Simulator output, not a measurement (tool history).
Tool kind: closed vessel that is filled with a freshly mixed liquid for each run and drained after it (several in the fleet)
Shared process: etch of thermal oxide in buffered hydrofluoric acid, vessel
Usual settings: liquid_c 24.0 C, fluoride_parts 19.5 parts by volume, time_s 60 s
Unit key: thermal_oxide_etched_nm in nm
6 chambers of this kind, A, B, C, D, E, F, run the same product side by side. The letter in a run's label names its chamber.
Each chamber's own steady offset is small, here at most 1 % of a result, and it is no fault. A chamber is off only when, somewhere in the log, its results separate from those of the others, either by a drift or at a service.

| run | day | liquid_c | fluoride_parts | time_s | read-back film thickness of the thermal oxide reference wafer, read on the same gauge (nm) | thermal_oxide_etched_nm |
|---|---|---|---|---|---|---|
| 1A | 0.379 | 24.0 | 19.5 | 60 | 99.983 | 35.290 |
| 2D | 0.962 | 24.0 | 19.5 | 60 | 99.991 | 35.357 |
| 3B | 1.279 | 24.0 | 19.5 | 60 | 99.974 | 34.872 |
| 4C | 1.796 | 24.0 | 19.5 | 60 | 99.975 | 35.036 |
| 5E | 2.342 | 24.0 | 19.5 | 60 | 99.989 | 35.071 |
| 6F | 2.854 | 24.0 | 19.5 | 60 | 100.000 | 34.690 |
| 7B | 3.283 | 24.0 | 19.5 | 60 | 99.964 | 34.780 |
| 8C | 3.654 | 24.0 | 19.5 | 60 | 100.010 | 35.444 |
| 9E | 4.104 | 24.0 | 19.5 | 60 | 100.050 | 34.959 |
| 10F | 4.600 | 24.0 | 19.5 | 60 | 100.030 | 34.927 |
| 11A | 4.983 | 24.0 | 19.5 | 60 | 100.020 | 34.950 |
| 12D | 5.583 | 24.0 | 19.5 | 60 | 99.984 | 35.256 |
|  | 5.717 | chamber B: hydrofluoric acid flow meter replaced |
| 13C | 6.271 | 24.0 | 19.5 | 60 | 100.010 | 35.467 |
| 14D | 6.642 | 24.0 | 19.5 | 60 | 100.020 | 35.131 |
| 15B | 7.250 | 24.0 | 16.0 | 75 | 100.020 | 52.732 |
| 16E | 7.833 | 24.0 | 16.0 | 75 | 99.993 | 51.765 |
| 17F | 8.400 | 24.0 | 16.0 | 75 | 100.000 | 52.749 |
| 18A | 8.896 | 24.0 | 16.0 | 75 | 100.030 | 53.544 |
| 19C | 9.321 | 24.0 | 16.0 | 75 | 100.000 | 53.017 |
| 20B | 9.883 | 24.0 | 16.0 | 75 | 99.965 | 53.076 |
| 21F | 10.208 | 24.0 | 19.5 | 60 | 100.020 | 34.582 |
| 22E | 10.717 | 19.5 | 19.5 | 60 | 99.984 | 26.029 |
|  | 11.088 | chamber C: hydrofluoric acid flow meter replaced |
| 23A | 11.217 | 19.5 | 19.5 | 60 | 100.030 | 27.563 |
| 24D | 11.888 | 19.5 | 19.5 | 60 | 100.010 | 27.130 |
| 25E | 12.375 | 19.5 | 19.5 | 60 | 100.010 | 26.005 |
|  | 12.579 | chamber A: thermometer replaced |
| 26C | 13.025 | 19.5 | 19.5 | 60 | 99.961 | 27.418 |
| 27A | 13.354 | 19.5 | 19.5 | 60 | 100.010 | 27.416 |
| 28D | 14.025 | 24.0 | 19.5 | 60 | 100.020 | 35.149 |
| 29F | 14.429 | 24.0 | 19.5 | 60 | 99.995 | 34.632 |
| 30B | 14.892 | 24.0 | 19.5 | 60 | 100.040 | 35.274 |
| 31C | 15.458 | 24.0 | 19.5 | 60 | 100.010 | 35.284 |
| 32D | 16.108 | 24.0 | 19.5 | 60 | 99.985 | 35.373 |
| 33E | 16.729 | 24.0 | 19.5 | 60 | 99.985 | 32.345 |
| 34A | 17.204 | 24.0 | 19.5 | 60 | 100.040 | 34.927 |
| 35B | 17.538 | 24.0 | 19.5 | 60 | 99.982 | 34.806 |
| 36F | 17.958 | 24.0 | 19.5 | 60 | 99.974 | 34.915 |
| 37C | 18.446 | 24.0 | 19.5 | 60 | 100.020 | 34.982 |
|  | 19.083 | chamber C: thermometer replaced |
| 38F | 19.100 | 24.0 | 19.5 | 60 | 99.977 | 34.836 |
| 39A | 19.442 | 24.0 | 19.5 | 60 | 99.965 | 34.973 |
| 40D | 20.079 | 24.0 | 13.0 | 30 | 99.979 | 26.227 |
| 41E | 20.638 | 24.0 | 13.0 | 30 | 100.010 | 24.044 |
| 42B | 21.279 | 24.0 | 13.0 | 30 | 100.030 | 25.689 |
| 43C | 21.696 | 24.0 | 13.0 | 30 | 100.020 | 26.316 |

Next, all 6 chambers run the settings below, one line each with question marks for the results. What does each chamber give?
| 44A | 22.192 | 24.0 | 19.5 | 60 |  | ? |
| 44B | 22.192 | 24.0 | 19.5 | 60 |  | ? |
| 44C | 22.192 | 24.0 | 19.5 | 60 |  | ? |
| 44D | 22.192 | 24.0 | 19.5 | 60 |  | ? |
| 44E | 22.192 | 24.0 | 19.5 | 60 |  | ? |
| 44F | 22.192 | 24.0 | 19.5 | 60 |  | ? |

| run | thermal_oxide_etched_nm |
|---|---|
| 44A | 35.108 |
| 44B | 35.066 |
| 44C | 35.258 |
| 44D | 35.163 |
| 44E | 32.085 |
| 44F | 34.704 |
